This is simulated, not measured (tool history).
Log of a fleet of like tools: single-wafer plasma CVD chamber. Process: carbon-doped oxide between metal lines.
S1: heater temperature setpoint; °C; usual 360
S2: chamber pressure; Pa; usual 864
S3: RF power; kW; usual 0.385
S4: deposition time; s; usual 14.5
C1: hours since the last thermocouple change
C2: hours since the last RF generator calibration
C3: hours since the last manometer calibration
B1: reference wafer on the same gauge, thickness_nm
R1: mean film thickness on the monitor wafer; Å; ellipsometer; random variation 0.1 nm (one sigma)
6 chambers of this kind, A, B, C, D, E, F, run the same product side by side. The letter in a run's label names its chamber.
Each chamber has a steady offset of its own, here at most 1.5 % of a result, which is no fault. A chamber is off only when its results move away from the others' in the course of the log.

run   hour   S1    S2     S3    S4      C1      C2      C3      B1      R1
 1C    4.6  360   864  0.385  14.5  1349.6  1123.4   972.1  74.724  627.56
 2E   12.6  360   864  0.385  14.5   384.3   920.2   299.3   74.72  624.81
      12.9  -- chamber C: thermocouple changed; heater temperature recalibrated
 3F   21.1  360   864  0.385  14.5  1492.3  1162.9  1337.9  74.764  624.55
 4B   27.1  360   864  0.385  14.5   829.1   568.2   869.9   74.75  621.86
 5A     32  360   864  0.385  14.5  1181.3   572.7  1833.4  74.771  624.47
 6D   42.2  360   864  0.385  14.5     431   449.1   693.1  74.739  632.96
 7F   49.6  360   864  0.455  14.5  1520.8  1191.4  1366.4  74.758  706.03
 8B   56.5  360   864  0.455  14.5   858.5   597.6   899.3  74.777  703.62
 9E   62.2  360   864  0.455  14.5   433.9   969.8   348.9  74.775  707.33
10C   69.4  360   864  0.455  14.5    56.6  1188.2  1036.9   74.82  713.19
11A   78.5  360   864  0.455  14.5  1227.8   619.2  1879.9  74.836  705.53
12D   84.4  360   864  0.455  14.5   473.2   491.3   735.3  74.869  719.67
13C   94.3  360   864  0.445  14.5    81.5  1213.1  1061.8  74.899  702.27
     102.9  -- chamber F: RF generator calibrated
14B  103.3  360   864  0.445  14.5   905.3   644.4   946.1  74.866  694.84
15A  109.4  360   864  0.445  14.5  1258.7   650.1  1910.8  74.887  696.38
16E  115.2  360   864  0.445  14.5   486.9  1022.8   401.9  74.871  698.96
17D  125.2  360   864  0.445  14.5     514   532.1   776.1  74.913  707.57
18F  131.7  360   864  0.445  14.5  1602.9    28.9  1448.5  74.895  698.57
19B  138.2  360   864  0.385  14.5   940.2   679.3     981  74.946   622.9
20A  145.6  360   864  0.385  14.5  1294.9   686.3    1947  74.945  626.18
21D  153.5  360   864  0.385  14.5   542.3   560.4   804.4   74.94  635.27
22E  163.1  360   864  0.385  14.5   534.8  1070.7   449.8  74.969  626.97
23F  171.5  360   864  0.385  14.5  1642.7    68.7  1488.3  74.989  625.57
24C  180.4  360   864  0.385  14.5   167.6  1299.2  1147.9  75.004  630.31
     181.9  -- chamber F: capacitance manometer re-zeroed and calibrated
25B  188.6  360   864  0.385  14.5   990.6   729.7  1031.4  75.031  623.86
26A  196.8  360   864  0.385  14.5  1346.1   737.5  1998.2  75.037  626.66
27C  205.2  360   864  0.385  14.5   192.4    1324  1172.7  75.046  633.03
28E  210.9  360   864  0.385  14.5   582.6  1118.5   497.6  75.072  628.63
29F  220.6  360   864  0.385  14.5  1691.8   117.8    38.8  75.093  625.24
30D  227.1  360  1019  0.385  14.5   615.9     634     878  75.081   643.7
31C  231.7  360  1019  0.385  14.5   218.9  1350.5  1199.2  75.081     638
32A  240.1  360  1019  0.385  14.5  1389.4   780.8  2041.5  75.051  634.71
33F  246.2  360  1019  0.385  14.5  1717.4   143.4    64.4  75.105  632.47
34E  251.8  360  1019  0.385  14.5   623.5  1159.4   538.5   75.12  635.06
35B  256.3  360  1019  0.385  14.5  1058.3   797.4  1099.1  75.138   630.7
36D  264.7  360   864  0.385  14.5   653.5   671.6   915.6   75.14  635.26
37E  273.3  353   792  0.385  14.5     645  1180.9     560  75.169   634.2
38D    279  353   792  0.385  14.5   667.8   685.9   929.9  75.188  642.21
39A  283.8  353   792  0.385  14.5  1433.1   824.5  2085.2  75.133  633.73
40F  292.4  353   792  0.385  14.5  1763.6   189.6   110.6  75.203  633.01
41B  297.3  353   792  0.385  14.5  1099.3   838.4  1140.1  75.196  632.55

What goes on in this fleet: one chamber off, a drifting gauge, or nothing beyond the chambers' own small offsets? Name the chamber and the cause, if any.

The gauge drifts, so all chambers seem to drift together. No chamber is off.
Cause: gauge reads high (%) = 0.68.
